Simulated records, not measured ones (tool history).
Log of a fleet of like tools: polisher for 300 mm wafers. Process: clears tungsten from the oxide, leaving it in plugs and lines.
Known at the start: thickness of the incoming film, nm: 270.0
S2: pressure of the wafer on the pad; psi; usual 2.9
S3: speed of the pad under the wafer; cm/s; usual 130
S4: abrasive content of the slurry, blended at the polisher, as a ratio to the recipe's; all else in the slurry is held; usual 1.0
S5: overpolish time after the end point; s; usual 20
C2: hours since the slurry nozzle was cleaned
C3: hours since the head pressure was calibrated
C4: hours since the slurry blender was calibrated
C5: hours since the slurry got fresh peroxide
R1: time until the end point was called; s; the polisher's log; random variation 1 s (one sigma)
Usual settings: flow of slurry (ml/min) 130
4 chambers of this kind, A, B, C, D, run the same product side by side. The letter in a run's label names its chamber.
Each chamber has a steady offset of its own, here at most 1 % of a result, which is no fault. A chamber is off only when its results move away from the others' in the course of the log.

{"run": "1A", "day": 0.175, "flow of slurry (ml/min)": 130, "S2": 2.9, "S3": 130, "S4": 1.0, "S5": 20, "wafers polished on this pad": 933, "C2": 915.0, "C3": 215.6, "C4": 84.6, "C5": 49.6, "R1": 60.756}
{"run": "2B", "day": 0.275, "flow of slurry (ml/min)": 130, "S2": 2.9, "S3": 130, "S4": 1.0, "S5": 20, "wafers polished on this pad": 194, "C2": 213.1, "C3": 420.8, "C4": 271.1, "C5": 55.6, "R1": 60.426}
{"run": "3C", "day": 0.442, "flow of slurry (ml/min)": 130, "S2": 2.9, "S3": 130, "S4": 1.0, "S5": 20, "wafers polished on this pad": 461, "C2": 333.9, "C3": 295.7, "C4": 206.2, "C5": 97.0, "R1": 59.846}
{"day": 0.571, "done": "chamber D: slurry tank refilled with fresh slurry and peroxide"}
{"run": "4D", "day": 0.642, "flow of slurry (ml/min)": 130, "S2": 2.9, "S3": 130, "S4": 1.0, "S5": 20, "wafers polished on this pad": 447, "C2": 198.2, "C3": 217.1, "C4": 166.4, "C5": 1.8, "R1": 61.877}
{"run": "5A", "day": 0.838, "flow of slurry (ml/min)": 130, "S2": 2.9, "S3": 130, "S4": 1.0, "S5": 20, "wafers polished on this pad": 1138, "C2": 930.9, "C3": 231.5, "C4": 100.5, "C5": 65.5, "R1": 61.479}
{"day": 0.979, "done": "chamber D: worn pad replaced by a new one"}
{"run": "6D", "day": 1.046, "flow of slurry (ml/min)": 130, "S2": 2.9, "S3": 130, "S4": 1.0, "S5": 20, "wafers polished on this pad": 20, "C2": 207.9, "C3": 226.8, "C4": 176.1, "C5": 11.5, "R1": 61.341}
{"run": "7C", "day": 1.167, "flow of slurry (ml/min)": 130, "S2": 2.9, "S3": 130, "S4": 1.0, "S5": 20, "wafers polished on this pad": 684, "C2": 351.3, "C3": 313.1, "C4": 223.6, "C5": 114.4, "R1": 62.067}
{"day": 1.279, "done": "chamber A: worn pad replaced by a new one"}
{"run": "8B", "day": 1.283, "flow of slurry (ml/min)": 130, "S2": 2.9, "S3": 130, "S4": 1.0, "S5": 20, "wafers polished on this pad": 505, "C2": 237.3, "C3": 445.0, "C4": 295.3, "C5": 79.8, "R1": 61.306}
{"run": "9D", "day": 1.392, "flow of slurry (ml/min)": 130, "S2": 2.9, "S3": 130, "S4": 1.0, "S5": 20, "wafers polished on this pad": 127, "C2": 216.2, "C3": 235.1, "C4": 184.4, "C5": 19.8, "R1": 61.133}
{"run": "10A", "day": 1.546, "flow of slurry (ml/min)": 130, "S2": 2.9, "S3": 130, "S4": 1.0, "S5": 20, "wafers polished on this pad": 82, "C2": 947.9, "C3": 248.5, "C4": 117.5, "C5": 82.5, "R1": 63.207}
{"day": 1.567, "done": "chamber B: slurry tank refilled with fresh slurry and peroxide"}
{"run": "11B", "day": 1.725, "flow of slurry (ml/min)": 130, "S2": 2.9, "S3": 130, "S4": 1.0, "S5": 20, "wafers polished on this pad": 641, "C2": 247.9, "C3": 455.6, "C4": 305.9, "C5": 3.9, "R1": 61.349}
{"day": 1.775, "done": "chamber C: slurry nozzle cleaned"}
{"run": "12C", "day": 1.929, "flow of slurry (ml/min)": 145, "S2": 2.9, "S3": 130, "S4": 0.8, "S5": 20, "wafers polished on this pad": 919, "C2": 3.7, "C3": 331.4, "C4": 241.9, "C5": 132.7, "R1": 62.188}
{"run": "13A", "day": 2.067, "flow of slurry (ml/min)": 145, "S2": 2.9, "S3": 130, "S4": 0.8, "S5": 20, "wafers polished on this pad": 243, "C2": 960.4, "C3": 261.0, "C4": 130.0, "C5": 95.0, "R1": 64.16}
{"run": "14B", "day": 2.192, "flow of slurry (ml/min)": 145, "S2": 2.9, "S3": 130, "S4": 0.8, "S5": 20, "wafers polished on this pad": 785, "C2": 259.1, "C3": 466.8, "C4": 317.1, "C5": 15.1, "R1": 65.268}
{"day": 2.221, "done": "chamber D: slurry blender recalibrated"}
{"run": "15D", "day": 2.292, "flow of slurry (ml/min)": 145, "S2": 2.9, "S3": 130, "S4": 0.8, "S5": 20, "wafers polished on this pad": 404, "C2": 237.8, "C3": 256.7, "C4": 1.7, "C5": 41.4, "R1": 64.328}
{"day": 2.379, "done": "chamber C: slurry tank refilled with fresh slurry and peroxide"}
{"run": "16C", "day": 2.421, "flow of slurry (ml/min)": 130, "S2": 2.9, "S3": 130, "S4": 1.0, "S5": 20, "wafers polished on this pad": 1071, "C2": 15.5, "C3": 343.2, "C4": 253.7, "C5": 1.0, "R1": 60.17}
{"day": 2.45, "done": "chamber D: worn pad replaced by a new one"}
{"day": 2.483, "done": "chamber A: slurry nozzle cleaned"}
{"run": "17C", "day": 2.617, "flow of slurry (ml/min)": 130, "S2": 2.9, "S3": 130, "S4": 1.0, "S5": 20, "wafers polished on this pad": 1131, "C2": 20.2, "C3": 347.9, "C4": 258.4, "C5": 5.7, "R1": 60.508}
{"run": "18D", "day": 2.721, "flow of slurry (ml/min)": 130, "S2": 2.9, "S3": 130, "S4": 1.0, "S5": 20, "wafers polished on this pad": 84, "C2": 248.1, "C3": 267.0, "C4": 12.0, "C5": 51.7, "R1": 60.304}
{"day": 2.85, "done": "chamber C: worn pad replaced by a new one"}
{"run": "19B", "day": 2.917, "flow of slurry (ml/min)": 130, "S2": 2.9, "S3": 156, "S4": 1.0, "S5": 14, "wafers polished on this pad": 1008, "C2": 276.5, "C3": 484.2, "C4": 334.5, "C5": 32.5, "R1": 52.104}
{"run": "20A", "day": 3.121, "flow of slurry (ml/min)": 130, "S2": 2.9, "S3": 156, "S4": 1.0, "S5": 14, "wafers polished on this pad": 568, "C2": 15.3, "C3": 286.3, "C4": 155.3, "C5": 120.3, "R1": 52.221}
{"run": "21C", "day": 3.321, "flow of slurry (ml/min)": 130, "S2": 2.9, "S3": 156, "S4": 1.0, "S5": 14, "wafers polished on this pad": 145, "C2": 37.1, "C3": 364.8, "C4": 275.3, "C5": 22.6, "R1": 50.871}
{"run": "22A", "day": 3.508, "flow of slurry (ml/min)": 130, "S2": 2.9, "S3": 156, "S4": 1.0, "S5": 14, "wafers polished on this pad": 687, "C2": 24.6, "C3": 295.6, "C4": 164.6, "C5": 129.6, "R1": 53.26}
{"run": "23B", "day": 3.638, "flow of slurry (ml/min)": 130, "S2": 2.9, "S3": 130, "S4": 1.0, "S5": 20, "wafers polished on this pad": 1231, "C2": 293.8, "C3": 501.5, "C4": 351.8, "C5": 49.8, "R1": 63.649}
{"run": "24D", "day": 3.746, "flow of slurry (ml/min)": 130, "S2": 2.9, "S3": 148, "S4": 1.0, "S5": 28, "wafers polished on this pad": 400, "C2": 272.7, "C3": 291.6, "C4": 36.6, "C5": 76.3, "R1": 53.685}
{"run": "25C", "day": 3.9, "flow of slurry (ml/min)": 130, "S2": 2.9, "S3": 148, "S4": 1.0, "S5": 28, "wafers polished on this pad": 323, "C2": 51.0, "C3": 378.7, "C4": 289.2, "C5": 36.5, "R1": 55.189}
{"day": 3.933, "done": "chamber D: worn pad replaced by a new one"}
{"run": "26D", "day": 4.071, "flow of slurry (ml/min)": 130, "S2": 2.9, "S3": 148, "S4": 1.0, "S5": 28, "wafers polished on this pad": 43, "C2": 280.5, "C3": 299.4, "C4": 44.4, "C5": 84.1, "R1": 55.258}
{"run": "27B", "day": 4.217, "flow of slurry (ml/min)": 130, "S2": 2.9, "S3": 148, "S4": 1.0, "S5": 28, "wafers polished on this pad": 1409, "C2": 307.7, "C3": 515.4, "C4": 365.7, "C5": 63.7, "R1": 54.818}
{"run": "28A", "day": 4.362, "flow of slurry (ml/min)": 130, "S2": 2.9, "S3": 130, "S4": 1.0, "S5": 20, "wafers polished on this pad": 950, "C2": 45.1, "C3": 316.1, "C4": 185.1, "C5": 150.1, "R1": 61.506}
{"run": "29B", "day": 4.558, "flow of slurry (ml/min)": 130, "S2": 2.9, "S3": 130, "S4": 1.0, "S5": 20, "wafers polished on this pad": 1514, "C2": 315.9, "C3": 523.6, "C4": 373.9, "C5": 71.9, "R1": 62.158}
{"day": 4.608, "done": "chamber D: slurry tank refilled with fresh slurry and peroxide"}
{"day": 4.696, "done": "chamber B: worn pad replaced by a new one"}
{"run": "30C", "day": 4.721, "flow of slurry (ml/min)": 130, "S2": 2.9, "S3": 130, "S4": 1.0, "S5": 20, "wafers polished on this pad": 576, "C2": 70.7, "C3": 398.4, "C4": 308.9, "C5": 56.2, "R1": 60.639}
{"run": "31D", "day": 4.846, "flow of slurry (ml/min)": 130, "S2": 2.9, "S3": 130, "S4": 1.0, "S5": 20, "wafers polished on this pad": 282, "C2": 299.1, "C3": 318.0, "C4": 63.0, "C5": 5.7, "R1": 61.483}
{"run": "32A", "day": 4.992, "flow of slurry (ml/min)": 130, "S2": 2.9, "S3": 130, "S4": 1.0, "S5": 20, "wafers polished on this pad": 1144, "C2": 60.2, "C3": 331.2, "C4": 200.2, "C5": 165.2, "R1": 61.255}
{"run": "33D", "day": 5.175, "flow of slurry (ml/min)": 130, "S2": 2.9, "S3": 148, "S4": 1.0, "S5": 16, "wafers polished on this pad": 383, "C2": 307.0, "C3": 325.9, "C4": 70.9, "C5": 13.6, "R1": 53.415}
{"day": 5.25, "done": "chamber A: slurry blender recalibrated"}
{"day": 5.333, "done": "chamber B: slurry blender recalibrated"}
{"day": 5.333, "done": "chamber C: head pressure recalibrated"}
{"day": 5.354, "done": "chamber A: worn pad replaced by a new one"}
{"run": "34B", "day": 5.375, "flow of slurry (ml/min)": 130, "S2": 2.9, "S3": 148, "S4": 1.0, "S5": 16, "wafers polished on this pad": 210, "C2": 335.5, "C3": 543.2, "C4": 1.1, "C5": 91.5, "R1": 53.644}
{"run": "35A", "day": 5.492, "flow of slurry (ml/min)": 130, "S2": 2.9, "S3": 148, "S4": 1.0, "S5": 16, "wafers polished on this pad": 42, "C2": 72.2, "C3": 343.2, "C4": 5.9, "C5": 177.2, "R1": 55.934}
{"run": "36C", "day": 5.633, "flow of slurry (ml/min)": 130, "S2": 2.9, "S3": 148, "S4": 1.0, "S5": 16, "wafers polished on this pad": 858, "C2": 92.6, "C3": 7.2, "C4": 330.8, "C5": 78.1, "R1": 54.599}

All 4 chambers run these settings next. Forecast each chamber's results:
{"run": "37A", "day": 5.783, "flow of slurry (ml/min)": 130, "S2": 2.9, "S3": 130, "S4": 1.0, "S5": 12, "R1": "?"}
{"run": "37B", "day": 5.783, "flow of slurry (ml/min)": 130, "S2": 2.9, "S3": 130, "S4": 1.0, "S5": 12, "R1": "?"}
{"run": "37C", "day": 5.783, "flow of slurry (ml/min)": 130, "S2": 2.9, "S3": 130, "S4": 1.0, "S5": 12, "R1": "?"}
{"run": "37D", "day": 5.783, "flow of slurry (ml/min)": 130, "S2": 2.9, "S3": 130, "S4": 1.0, "S5": 12, "R1": "?"}

run=37A R1=62.569
run=37B R1=62.401
run=37C R1=61.234
run=37D R1=63.635

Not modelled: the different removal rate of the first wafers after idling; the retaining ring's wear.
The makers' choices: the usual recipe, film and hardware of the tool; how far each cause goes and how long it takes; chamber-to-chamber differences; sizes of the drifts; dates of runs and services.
